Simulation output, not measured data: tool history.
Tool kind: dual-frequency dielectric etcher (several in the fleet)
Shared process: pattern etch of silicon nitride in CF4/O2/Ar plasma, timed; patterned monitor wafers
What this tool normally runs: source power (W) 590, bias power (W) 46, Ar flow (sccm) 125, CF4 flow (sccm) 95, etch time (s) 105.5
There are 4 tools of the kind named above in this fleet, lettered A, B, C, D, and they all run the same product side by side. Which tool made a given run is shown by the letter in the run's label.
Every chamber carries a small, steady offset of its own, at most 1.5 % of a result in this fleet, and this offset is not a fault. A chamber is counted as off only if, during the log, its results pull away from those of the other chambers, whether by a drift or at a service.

run	day	source power (W)	bias power (W)	Ar flow (sccm)	CF4 flow (sccm)	etch time (s)	hours since the last wet clean	hours since the last source power generator calibration	hours since the last bias power generator calibration	hours since the last Ar flow controller change	hours since the last CF4 flow controller change	read-back reference wafer on the same gauge, depth_nm	mean etch depth across the wafer (nm)
1B	0.121	590	46	125	95	105.5	215.8	1462.4	3469.1	2140.5	1772.2	254.01	216.33
2D	0.338	590	46	125	95	105.5	143.8	1417.4	1812.2	3745.2	1258.3	253.90	218.22
3A	0.529	590	46	125	95	105.5	104.5	3349.1	469.1	2741.5	1873.6	254.23	216.90
4C	0.742	590	46	125	95	105.5	408.8	315.9	2158.4	132.9	338.4	254.04	214.91
# day 0.854: chamber C: wet clean of the chamber
5A	0.954	590	46	125	95	105.5	114.7	3359.3	479.3	2751.7	1883.8	254.08	218.44
6D	1.121	590	46	125	95	105.5	162.6	1436.2	1831.0	3764.0	1277.1	254.21	219.19
7C	1.329	590	46	144	108	105.5	11.5	330.0	2172.5	147.0	352.5	253.90	215.23
8B	1.429	590	46	144	108	105.5	247.2	1493.8	3500.5	2171.9	1803.6	254.09	215.22
9A	1.588	590	46	144	108	105.5	129.9	3374.5	494.5	2766.9	1899.0	254.03	217.33
10B	1.812	590	46	144	108	105.5	256.4	1503.0	3509.7	2181.1	1812.8	254.07	215.20
11D	2.012	590	46	125	95	105.5	184.0	1457.6	1852.4	3785.4	1298.5	253.80	218.79
12C	2.158	590	46	125	95	105.5	31.4	349.9	2192.4	166.9	372.4	253.94	214.74
13B	2.292	730	46	125	95	105.5	267.9	1514.5	3521.2	2192.6	1824.3	253.88	260.25
14A	2.500	730	46	125	95	105.5	151.8	3396.4	516.4	2788.8	1920.9	253.95	262.87
15D	2.667	730	46	125	95	105.5	199.7	1473.3	1868.1	3801.1	1314.2	254.03	262.49
16C	2.783	730	46	125	95	105.5	46.4	364.9	2207.4	181.9	387.4	253.97	259.09
17B	2.996	590	46	125	95	105.5	284.8	1531.4	3538.1	2209.5	1841.2	253.85	215.75
18C	3.208	590	46	125	95	105.5	56.6	375.1	2217.6	192.1	397.6	253.91	215.15
19D	3.408	590	46	125	95	105.5	217.5	1491.1	1885.9	3818.9	1332.0	253.91	219.23
20A	3.596	590	46	97	95	126.0	178.1	3422.7	542.7	2815.1	1947.2	253.85	269.30
21D	3.696	590	46	97	95	126.0	224.4	1498.0	1892.8	3825.8	1338.9	253.89	270.60
22C	3.846	590	46	97	95	126.0	71.9	390.4	2232.9	207.4	412.9	254.23	265.89
23A	4.050	590	46	97	95	126.0	189.0	3433.6	553.6	2826.0	1958.1	253.78	268.83
24B	4.208	590	46	125	95	105.5	313.9	1560.5	3567.2	2238.6	1870.3	254.02	215.98
25A	4.308	590	46	125	95	105.5	195.2	3439.8	559.8	2832.2	1964.3	253.97	217.03
26D	4.438	590	46	125	95	105.5	242.2	1515.8	1910.6	3843.6	1356.7	253.78	218.93

What goes on in this fleet: one chamber off, a drifting gauge, or nothing beyond the chambers' own small offsets? Name the chamber and the cause, if any.

Nothing is wrong: each chamber keeps only its own small, steady offset and the gauge holds still.
